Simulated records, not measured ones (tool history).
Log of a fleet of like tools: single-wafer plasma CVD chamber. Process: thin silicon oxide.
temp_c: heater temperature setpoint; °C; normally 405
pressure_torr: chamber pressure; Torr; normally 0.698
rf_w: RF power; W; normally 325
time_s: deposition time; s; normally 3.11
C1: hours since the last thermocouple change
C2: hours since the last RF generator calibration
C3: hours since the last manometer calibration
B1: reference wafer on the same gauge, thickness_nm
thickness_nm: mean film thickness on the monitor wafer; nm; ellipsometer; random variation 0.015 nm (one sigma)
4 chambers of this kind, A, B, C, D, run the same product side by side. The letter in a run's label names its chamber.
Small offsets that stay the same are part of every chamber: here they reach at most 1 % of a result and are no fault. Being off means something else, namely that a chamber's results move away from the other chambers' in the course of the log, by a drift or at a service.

run 1D hour=5.2 | temp_c=405 pressure_torr=0.698 rf_w=325 time_s=3.11 | C1=1331.9 C2=133.6 C3=640.6 | B1=6.0597 | thickness_nm=5.1614
run 2A hour=14.7 | temp_c=405 pressure_torr=0.698 rf_w=325 time_s=3.11 | C1=1880.5 C2=584.9 C3=382.7 | B1=6.0640 | thickness_nm=5.1089
run 3C hour=21.1 | temp_c=405 pressure_torr=0.698 rf_w=325 time_s=3.11 | C1=1600.3 C2=1146.9 C3=144.6 | B1=6.0580 | thickness_nm=5.1461
-- hour=22.1 chamber C: thermocouple changed; heater temperature recalibrated
run 4B hour=30.2 | temp_c=405 pressure_torr=0.698 rf_w=325 time_s=3.11 | C1=883.4 C2=609.0 C3=1840.1 | B1=6.0572 | thickness_nm=5.1391
run 5A hour=39.3 | temp_c=405 pressure_torr=0.698 rf_w=325 time_s=3.11 | C1=1905.1 C2=609.5 C3=407.3 | B1=6.0599 | thickness_nm=5.1127
run 6C hour=47.5 | temp_c=418 pressure_torr=0.698 rf_w=325 time_s=3.11 | C1=25.5 C2=1173.3 C3=171.0 | B1=6.0584 | thickness_nm=5.0876
run 7D hour=53.9 | temp_c=418 pressure_torr=0.698 rf_w=325 time_s=3.11 | C1=1380.6 C2=182.3 C3=689.3 | B1=6.0628 | thickness_nm=5.1005
run 8B hour=61.3 | temp_c=418 pressure_torr=0.698 rf_w=325 time_s=3.11 | C1=914.5 C2=640.1 C3=1871.2 | B1=6.0603 | thickness_nm=5.0911
run 9A hour=69.5 | temp_c=418 pressure_torr=0.698 rf_w=325 time_s=3.11 | C1=1935.3 C2=639.7 C3=437.5 | B1=6.0637 | thickness_nm=5.0833
run 10C hour=78.4 | temp_c=405 pressure_torr=0.698 rf_w=325 time_s=3.11 | C1=56.4 C2=1204.2 C3=201.9 | B1=6.0567 | thickness_nm=5.1437
run 11D hour=84.1 | temp_c=405 pressure_torr=0.698 rf_w=325 time_s=3.11 | C1=1410.8 C2=212.5 C3=719.5 | B1=6.0615 | thickness_nm=5.1428
run 12B hour=92.8 | temp_c=405 pressure_torr=0.698 rf_w=325 time_s=3.11 | C1=946.0 C2=671.6 C3=1902.7 | B1=6.0544 | thickness_nm=5.1243
run 13B hour=100.2 | temp_c=405 pressure_torr=0.698 rf_w=325 time_s=3.11 | C1=953.4 C2=679.0 C3=1910.1 | B1=6.0607 | thickness_nm=5.1314
run 14C hour=108.8 | temp_c=405 pressure_torr=0.698 rf_w=325 time_s=3.11 | C1=86.8 C2=1234.6 C3=232.3 | B1=6.0598 | thickness_nm=5.1351
run 15A hour=117.0 | temp_c=405 pressure_torr=0.698 rf_w=325 time_s=3.11 | C1=1982.8 C2=687.2 C3=485.0 | B1=6.0557 | thickness_nm=5.1344
run 16D hour=126.5 | temp_c=405 pressure_torr=0.698 rf_w=325 time_s=3.11 | C1=1453.2 C2=254.9 C3=761.9 | B1=6.0613 | thickness_nm=5.1172
run 17B hour=133.7 | temp_c=405 pressure_torr=0.698 rf_w=325 time_s=3.11 | C1=986.9 C2=712.5 C3=1943.6 | B1=6.0579 | thickness_nm=5.1613
run 18D hour=139.6 | temp_c=405 pressure_torr=0.698 rf_w=325 time_s=3.11 | C1=1466.3 C2=268.0 C3=775.0 | B1=6.0592 | thickness_nm=5.0906
run 19C hour=144.4 | temp_c=405 pressure_torr=0.698 rf_w=325 time_s=3.11 | C1=122.4 C2=1270.2 C3=267.9 | B1=6.0618 | thickness_nm=5.1218
run 20A hour=150.8 | temp_c=405 pressure_torr=0.698 rf_w=325 time_s=3.11 | C1=2016.6 C2=721.0 C3=518.8 | B1=6.0613 | thickness_nm=5.1009
run 21D hour=157.9 | temp_c=405 pressure_torr=0.698 rf_w=325 time_s=3.11 | C1=1484.6 C2=286.3 C3=793.3 | B1=6.0598 | thickness_nm=5.0645
run 22C hour=165.0 | temp_c=405 pressure_torr=0.698 rf_w=325 time_s=3.11 | C1=143.0 C2=1290.8 C3=288.5 | B1=6.0601 | thickness_nm=5.1157
run 23A hour=169.8 | temp_c=405 pressure_torr=0.698 rf_w=325 time_s=3.11 | C1=2035.6 C2=740.0 C3=537.8 | B1=6.0657 | thickness_nm=5.1140
run 24B hour=176.9 | temp_c=405 pressure_torr=0.698 rf_w=325 time_s=3.11 | C1=1030.1 C2=755.7 C3=1986.8 | B1=6.0560 | thickness_nm=5.1379
run 25B hour=181.7 | temp_c=405 pressure_torr=0.698 rf_w=325 time_s=3.11 | C1=1034.9 C2=760.5 C3=1991.6 | B1=6.0578 | thickness_nm=5.1394
run 26D hour=190.3 | temp_c=405 pressure_torr=0.698 rf_w=325 time_s=2.71 | C1=1517.0 C2=318.7 C3=825.7 | B1=6.0652 | thickness_nm=4.3805
run 27A hour=197.5 | temp_c=405 pressure_torr=0.698 rf_w=325 time_s=2.71 | C1=2063.3 C2=767.7 C3=565.5 | B1=6.0575 | thickness_nm=4.4712
run 28C hour=204.8 | temp_c=405 pressure_torr=0.698 rf_w=325 time_s=2.71 | C1=182.8 C2=1330.6 C3=328.3 | B1=6.0558 | thickness_nm=4.5148
run 29C hour=211.8 | temp_c=405 pressure_torr=0.698 rf_w=325 time_s=2.71 | C1=189.8 C2=1337.6 C3=335.3 | B1=6.0610 | thickness_nm=4.4749
run 30D hour=217.0 | temp_c=405 pressure_torr=0.698 rf_w=325 time_s=3.11 | C1=1543.7 C2=345.4 C3=852.4 | B1=6.0600 | thickness_nm=5.0057
run 31A hour=224.2 | temp_c=405 pressure_torr=0.698 rf_w=325 time_s=3.11 | C1=2090.0 C2=794.4 C3=592.2 | B1=6.0622 | thickness_nm=5.1138
run 32B hour=230.3 | temp_c=405 pressure_torr=0.698 rf_w=325 time_s=3.11 | C1=1083.5 C2=809.1 C3=2040.2 | B1=6.0565 | thickness_nm=5.1250
run 33B hour=235.9 | temp_c=405 pressure_torr=0.786 rf_w=370 time_s=3.11 | C1=1089.1 C2=814.7 C3=2045.8 | B1=6.0593 | thickness_nm=6.0767
run 34A hour=241.2 | temp_c=405 pressure_torr=0.786 rf_w=370 time_s=3.11 | C1=2107.0 C2=811.4 C3=609.2 | B1=6.0625 | thickness_nm=6.0207
run 35D hour=249.7 | temp_c=405 pressure_torr=0.786 rf_w=370 time_s=3.11 | C1=1576.4 C2=378.1 C3=885.1 | B1=6.0584 | thickness_nm=5.9105
run 36C hour=257.0 | temp_c=405 pressure_torr=0.786 rf_w=370 time_s=3.11 | C1=235.0 C2=1382.8 C3=380.5 | B1=6.0609 | thickness_nm=6.0945
run 37D hour=265.1 | temp_c=405 pressure_torr=0.698 rf_w=325 time_s=3.11 | C1=1591.8 C2=393.5 C3=900.5 | B1=6.0596 | thickness_nm=4.9415
run 38A hour=269.5 | temp_c=405 pressure_torr=0.698 rf_w=325 time_s=3.11 | C1=2135.3 C2=839.7 C3=637.5 | B1=6.0577 | thickness_nm=5.1045

What goes on in this fleet: one chamber off, a drifting gauge, or nothing beyond the chambers' own small offsets? Name the chamber and the cause, if any.

Little by little, chamber D moves away from the other chambers.
Cause: true pressure below the setpoint (%) = 3.82.
Not necessarily distinguishable in this log from: delivered RF power below the setpoint (%).

Which of the 4 candidates below, each the usual settings with something changed and its results left as question marks, puts chamber D back in line with what the other chambers give on the usual settings?
Counts as in line when no further than this from what the other chambers average on the usual settings: thickness_nm 0.0510 nm
run 39D-1 hour=276.4 | temp_c=405 pressure_torr=0.676 rf_w=325 time_s=3.11 | thickness_nm=?
run 39D-2 hour=276.4 | temp_c=405 pressure_torr=0.705 rf_w=325 time_s=3.13 | thickness_nm=?
run 39D-3 hour=276.4 | temp_c=405 pressure_torr=0.698 rf_w=330 time_s=3.21 | thickness_nm=?
run 39D-4 hour=276.4 | temp_c=405 pressure_torr=0.687 rf_w=325 time_s=3.11 | thickness_nm=?

The mean the other chambers reach with the usual settings: thickness_nm 5.1285 nm
run=39D-1 thickness_nm=4.7745
run=39D-2 thickness_nm=5.0274
run=39D-3 thickness_nm=5.1317
run=39D-4 thickness_nm=4.8582
It is 39D-3 that realigns the chamber with its peers.
